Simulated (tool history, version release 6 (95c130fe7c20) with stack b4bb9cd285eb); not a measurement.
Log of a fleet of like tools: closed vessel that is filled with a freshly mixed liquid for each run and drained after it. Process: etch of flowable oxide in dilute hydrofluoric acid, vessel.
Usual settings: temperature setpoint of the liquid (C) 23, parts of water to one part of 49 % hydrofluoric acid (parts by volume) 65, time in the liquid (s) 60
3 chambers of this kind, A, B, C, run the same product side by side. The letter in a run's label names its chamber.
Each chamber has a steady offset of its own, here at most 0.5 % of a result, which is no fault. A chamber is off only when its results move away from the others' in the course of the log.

run,hour,temperature setpoint of the liquid (C),parts of water to one part of 49 % hydrofluoric acid (parts by volume),time in the liquid (s),hours since the thermometer was replaced,hours since the hydrofluoric acid flow meter was replaced,"read-back film thickness of the flowable oxide reference wafer, read on the same gauge (nm)",thickness taken off the flowable oxide on a monitor wafer (Å)
1B,10,23,65,60,1522.8,744.7,129.97,332.32
2C,23.5,23,65,60,623.3,541.7,130.03,331.45
3A,30.6,23,65,60,908.6,626.8,129.99,332.28
4A,45.7,23,65,60,923.7,641.9,129.99,331.17
5B,52.8,28,65,60,1565.6,787.5,130.04,401.22
6C,59.9,28,65,60,659.7,578.1,130.01,405.36
7A,73.1,28,65,60,951.1,669.3,130,411.82
8B,82.2,23,65,60,1595,816.9,129.99,337.62
9C,91.8,21,80,60,691.6,610,130.02,241.52
10B,102.4,21,80,60,1615.2,837.1,130,246.86
11C,114,21,80,60,713.8,632.2,130.01,242.13
12A,127.5,23,65,60,1005.5,723.7,130.05,337.04
13C,134.1,23,65,60,733.9,652.3,130,331.65
# hour 138.8: chamber C: hydrofluoric acid flow meter replaced
14B,143.7,23,65,60,1656.5,878.4,129.98,331.72
# hour 153.1: chamber A: hydrofluoric acid flow meter replaced
15A,157.9,23,65,60,1035.9,4.8,130.01,331.76
16A,164.7,23,65,60,1042.7,11.6,130,334.83
17C,176.9,23,65,60,776.7,38.1,129.99,332.9
18B,184.4,23,65,60,1697.2,919.1,130.02,333.87
19C,196,23,65,60,795.8,57.2,130.02,327.85
20A,202.8,23,65,60,1080.8,49.7,129.96,333.38
21B,213.6,23,65,60,1726.4,948.3,130.05,334.06
22B,226.8,23,65,60,1739.6,961.5,130,337.12
23C,235.8,23,65,60,835.6,97,130.01,326.17
24A,250.7,23,65,60,1128.7,97.6,130.06,330.12
# hour 260.9: chamber B: thermometer replaced
25C,261.4,23,65,60,861.2,122.6,130.01,318.85
26B,275.4,23,40,35,14.5,1010.1,129.98,323.44
27A,287.3,23,40,35,1165.3,134.2,129.97,324.21
28B,300.1,23,40,35,39.2,1034.8,130,323.79
29A,309.6,21.5,65,30,1187.6,156.5,129.98,157.9
30C,321.7,21.5,65,30,921.5,182.9,130.02,147.69
31A,330.3,21.5,65,30,1208.3,177.2,129.99,157.28
32C,343.3,23,65,60,943.1,204.5,129.98,314.22
33B,351,23,65,60,90.1,1085.7,130,333.88
34A,363.5,23,65,60,1241.5,210.4,130.02,334.58
35B,376.3,23,65,40,115.4,1111,129.99,220.69
36C,388.6,23,65,40,988.4,249.8,130.03,202.15
37C,396.1,23,65,40,995.9,257.3,130.01,202.78
38A,404.7,23,65,60,1282.7,251.6,130.02,334.84
39B,417.3,23,65,60,156.4,1152,130.02,334.51

Is one chamber off against the others, does the gauge drift, or is nothing wrong? If a chamber is off, say which, and what the likeliest cause is.

Chamber C drifts away from the others.
Cause: liquid colder than its thermometer reads (K) = 2.38.
The log may not tell that from: hydrofluoric acid flow below the setpoint (%).

Here are 4 candidates for chamber C's next run, each the usual settings with a change, their results left as question marks. Which one brings its results back in line with what the others give on the usual settings?
In line means no further than this from the other chambers' mean on the usual settings: thickness taken off the flowable oxide on a monitor wafer (Å) 8.1
40C-1,428.1,24,65,60,,,,?
40C-2,428.1,25.5,65,60,,,,?
40C-3,428.1,20.5,65,60,,,,?
40C-4,428.1,22,65,60,,,,?

The other chambers' mean on the usual settings: thickness taken off the flowable oxide on a monitor wafer (Å) 333.37
run,thickness taken off the flowable oxide on a monitor wafer (Å)
40C-1,314.76
40C-2,335.24
40C-3,271.08
40C-4,289.14
40C-2 brings the chamber back in line.

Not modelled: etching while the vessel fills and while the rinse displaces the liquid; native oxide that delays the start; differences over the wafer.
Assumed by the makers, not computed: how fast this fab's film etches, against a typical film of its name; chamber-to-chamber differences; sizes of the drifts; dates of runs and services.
